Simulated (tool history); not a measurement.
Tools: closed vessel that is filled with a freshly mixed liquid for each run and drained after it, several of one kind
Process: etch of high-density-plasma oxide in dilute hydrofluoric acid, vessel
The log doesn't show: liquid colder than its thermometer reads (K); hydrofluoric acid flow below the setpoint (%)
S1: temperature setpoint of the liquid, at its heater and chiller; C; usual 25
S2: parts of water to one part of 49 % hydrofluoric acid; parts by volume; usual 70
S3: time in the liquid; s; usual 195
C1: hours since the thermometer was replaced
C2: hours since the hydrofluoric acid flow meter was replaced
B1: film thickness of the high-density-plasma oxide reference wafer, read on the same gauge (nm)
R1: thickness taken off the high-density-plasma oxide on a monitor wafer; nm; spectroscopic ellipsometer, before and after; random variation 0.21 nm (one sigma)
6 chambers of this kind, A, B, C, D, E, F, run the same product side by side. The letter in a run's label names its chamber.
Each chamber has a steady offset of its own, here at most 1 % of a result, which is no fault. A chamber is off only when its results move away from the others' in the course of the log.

run   hour  S1  S2   S3      C1      C2      B1      R1
 1A    8.0  25  70  195   208.4  2071.7  120.01  26.987
 2E   14.8  25  70  195   159.2   705.6  120.02  26.699
 3F   19.3  25  70  195  1604.4  1468.7  120.00  27.041
 4C   28.3  25  70  195   245.8   765.7  119.99  26.920
 5D   36.6  25  70  100  1103.2   108.0  119.98  13.833
 6B   42.6  25  70  100   908.6   100.3  120.00  13.516
 7E   51.0  25  70  100   195.4   741.8  120.00  13.851
 8C   58.0  25  70  100   275.5   795.4  120.02  14.122
 9F   66.4  25  70  100  1651.5  1515.8  119.98  13.866
10D   74.3  25  70  100  1140.9   145.7  119.99  13.962
11B   83.0  27  70  195   949.0   140.7  120.00  29.062
12A   92.4  27  70  195   292.8  2156.1  120.01  29.243
13A  100.9  27  70  195   301.3  2164.6  120.01  29.761
14F  107.7  27  70  195  1692.8  1557.1  119.99  29.228
15B  116.4  27  70  195   982.4   174.1  120.01  28.878
16C  123.0  27  70  195   340.5   860.4  120.02  28.908
17D  131.7  25  70  195  1198.3   203.1  120.00  27.049
18E  137.2  25  70  195   281.6   828.0  120.01  26.543
19A  144.8  25  70  195   345.2  2208.5  120.02  27.377
20F  149.1  25  70  195  1734.2  1598.5  119.99  26.807
21D  155.4  25  70  195  1222.0   226.8  120.00  27.045
22C  164.3  25  70  195   381.8   901.7  120.00  26.917
23E  171.5  25  70  195   315.9   862.3  120.02  27.184
24B  177.3  25  70  195  1043.3   235.0  120.00  26.556
25D  186.8  25  70  195  1253.4   258.2  120.00  26.869
26B  195.0  25  70  195  1061.0   252.7  119.98  27.072
27C  203.0  25  70  195   420.5   940.4  120.00  26.884
28A  210.7  25  70  195   411.1  2274.4  119.99  27.263
29F  215.1  25  55  195  1800.2  1664.5  120.02  34.677
30E  221.9  25  55  195   366.3   912.7  120.00  34.686
31A  230.8  25  55  195   431.2  2294.5  119.99  35.766
32E  235.8  25  55  195   380.2   926.6  119.99  34.984
33C  240.2  25  55  195   457.7   977.6  119.98  34.932
34D  248.8  25  55  195  1315.4   320.2  120.00  35.049
35B  254.2  25  70  195  1120.2   311.9  120.02  27.005
36F  260.5  25  70  195  1845.6  1709.9  120.01  27.166
37B  265.4  25  70  195  1131.4   323.1  120.00  26.147
38C  269.7  25  70  195   487.2  1007.1  119.98  27.055
39A  275.0  25  70  195   475.4  2338.7  119.99  27.138
40D  281.6  25  70  195  1348.2   353.0  120.00  26.632
41E  290.8  25  70  195   435.2   981.6  120.00  27.040

All 6 chambers run these settings next. Forecast each chamber's results:
42A  297.6  25  70  195               ?
42B  297.6  25  70  195               ?
42C  297.6  25  70  195               ?
42D  297.6  25  70  195               ?
42E  297.6  25  70  195               ?
42F  297.6  25  70  195               ?

run      R1
42A  27.349
42B  26.873
42C  26.733
42D  26.891
42E  27.100
42F  26.733

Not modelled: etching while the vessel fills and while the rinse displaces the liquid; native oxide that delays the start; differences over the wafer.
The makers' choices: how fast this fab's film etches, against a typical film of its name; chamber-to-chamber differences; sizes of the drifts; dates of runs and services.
